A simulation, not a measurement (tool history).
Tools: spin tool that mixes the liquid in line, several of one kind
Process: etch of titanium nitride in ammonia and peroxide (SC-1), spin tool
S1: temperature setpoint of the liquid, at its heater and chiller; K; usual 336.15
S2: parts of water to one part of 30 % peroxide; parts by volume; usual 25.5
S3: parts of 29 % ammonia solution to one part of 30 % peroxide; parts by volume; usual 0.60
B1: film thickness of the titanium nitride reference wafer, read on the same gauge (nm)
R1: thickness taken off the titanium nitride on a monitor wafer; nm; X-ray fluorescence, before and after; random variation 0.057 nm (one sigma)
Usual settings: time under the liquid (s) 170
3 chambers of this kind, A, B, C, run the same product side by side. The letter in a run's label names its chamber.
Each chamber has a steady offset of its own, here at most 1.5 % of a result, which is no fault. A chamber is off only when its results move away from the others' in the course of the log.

run 1B day=0.142 | S1=336.15 S2=25.5 S3=0.60 time_under_the_liquid_(s)=170 | B1=150.02 | R1=12.6460
run 2C day=0.246 | S1=336.15 S2=25.5 S3=0.60 time_under_the_liquid_(s)=170 | B1=150.01 | R1=12.6760
run 3A day=0.371 | S1=336.15 S2=25.5 S3=0.60 time_under_the_liquid_(s)=170 | B1=150.00 | R1=12.6640
run 4B day=0.533 | S1=336.15 S2=25.5 S3=0.60 time_under_the_liquid_(s)=170 | B1=150.00 | R1=12.6470
run 5A day=0.683 | S1=336.15 S2=25.5 S3=0.60 time_under_the_liquid_(s)=170 | B1=149.98 | R1=12.5600
run 6C day=0.854 | S1=336.15 S2=25.5 S3=0.60 time_under_the_liquid_(s)=170 | B1=149.95 | R1=12.5560
run 7B day=0.992 | S1=336.15 S2=25.5 S3=0.60 time_under_the_liquid_(s)=170 | B1=149.97 | R1=12.6230
run 8C day=1.125 | S1=336.15 S2=25.5 S3=0.60 time_under_the_liquid_(s)=170 | B1=150.01 | R1=12.6750
run 9A day=1.283 | S1=336.15 S2=25.5 S3=0.60 time_under_the_liquid_(s)=170 | B1=150.04 | R1=12.5320
-- day=1.425 chamber A: new drum of ammonia solution connected
run 10A day=1.442 | S1=336.15 S2=25.5 S3=0.60 time_under_the_liquid_(s)=170 | B1=149.99 | R1=12.5510
run 11B day=1.529 | S1=336.15 S2=25.5 S3=0.60 time_under_the_liquid_(s)=170 | B1=149.97 | R1=12.5980
run 12C day=1.671 | S1=336.15 S2=25.5 S3=0.60 time_under_the_liquid_(s)=170 | B1=150.00 | R1=12.5580
-- day=1.800 chamber B: new drum of ammonia solution connected
run 13A day=1.850 | S1=336.15 S2=25.5 S3=0.60 time_under_the_liquid_(s)=170 | B1=150.06 | R1=12.4930
run 14B day=1.958 | S1=336.15 S2=25.5 S3=0.60 time_under_the_liquid_(s)=170 | B1=150.02 | R1=12.6890
-- day=2.129 chamber C: ammonia flow meter replaced
run 15C day=2.138 | S1=329.65 S2=25.5 S3=0.60 time_under_the_liquid_(s)=170 | B1=149.99 | R1=8.2224
run 16C day=2.296 | S1=329.65 S2=25.5 S3=0.60 time_under_the_liquid_(s)=170 | B1=150.01 | R1=8.2107
run 17B day=2.425 | S1=329.65 S2=25.5 S3=0.60 time_under_the_liquid_(s)=170 | B1=149.95 | R1=8.1966
run 18A day=2.517 | S1=336.15 S2=25.5 S3=0.60 time_under_the_liquid_(s)=170 | B1=149.99 | R1=12.5880
run 19B day=2.683 | S1=336.15 S2=25.5 S3=0.60 time_under_the_liquid_(s)=170 | B1=149.99 | R1=12.6660
run 20A day=2.808 | S1=341.65 S2=25.5 S3=0.45 time_under_the_liquid_(s)=170 | B1=149.93 | R1=16.7680
run 21C day=2.925 | S1=341.65 S2=25.5 S3=0.45 time_under_the_liquid_(s)=170 | B1=150.03 | R1=16.7330
run 22C day=3.104 | S1=341.65 S2=25.5 S3=0.45 time_under_the_liquid_(s)=170 | B1=150.00 | R1=16.5560
run 23B day=3.221 | S1=336.15 S2=25.5 S3=0.60 time_under_the_liquid_(s)=170 | B1=150.02 | R1=12.7280
run 24A day=3.400 | S1=336.15 S2=25.5 S3=0.60 time_under_the_liquid_(s)=170 | B1=149.98 | R1=12.5460
run 25B day=3.488 | S1=332.65 S2=25.5 S3=0.60 time_under_the_liquid_(s)=170 | B1=150.00 | R1=10.0060
run 26A day=3.583 | S1=332.65 S2=25.5 S3=0.60 time_under_the_liquid_(s)=170 | B1=149.99 | R1=10.0400
run 27C day=3.750 | S1=332.65 S2=25.5 S3=0.60 time_under_the_liquid_(s)=170 | B1=150.04 | R1=9.8554
run 28B day=3.858 | S1=336.15 S2=25.5 S3=0.60 time_under_the_liquid_(s)=170 | B1=150.02 | R1=12.5410
run 29A day=3.971 | S1=336.15 S2=25.5 S3=0.60 time_under_the_liquid_(s)=170 | B1=149.94 | R1=12.5860
-- day=4.079 chamber A: thermometer replaced
run 30C day=4.100 | S1=336.15 S2=25.5 S3=0.60 time_under_the_liquid_(s)=170 | B1=150.01 | R1=12.2930
run 31C day=4.217 | S1=336.15 S2=25.5 S3=0.60 time_under_the_liquid_(s)=170 | B1=149.96 | R1=12.3400
run 32B day=4.338 | S1=336.15 S2=25.5 S3=0.60 time_under_the_liquid_(s)=170 | B1=150.00 | R1=12.5450
run 33A day=4.517 | S1=336.15 S2=25.5 S3=0.60 time_under_the_liquid_(s)=170 | B1=149.98 | R1=12.4360

All 3 chambers run these settings next. Forecast each chamber's results:
run 34A day=4.646 | S1=336.15 S2=25.5 S3=0.60 time_under_the_liquid_(s)=170 | R1=?
run 34B day=4.646 | S1=336.15 S2=25.5 S3=0.60 time_under_the_liquid_(s)=170 | R1=?
run 34C day=4.646 | S1=336.15 S2=25.5 S3=0.60 time_under_the_liquid_(s)=170 | R1=?

run=34A R1=12.5780
run=34B R1=12.5890
run=34C R1=12.2820
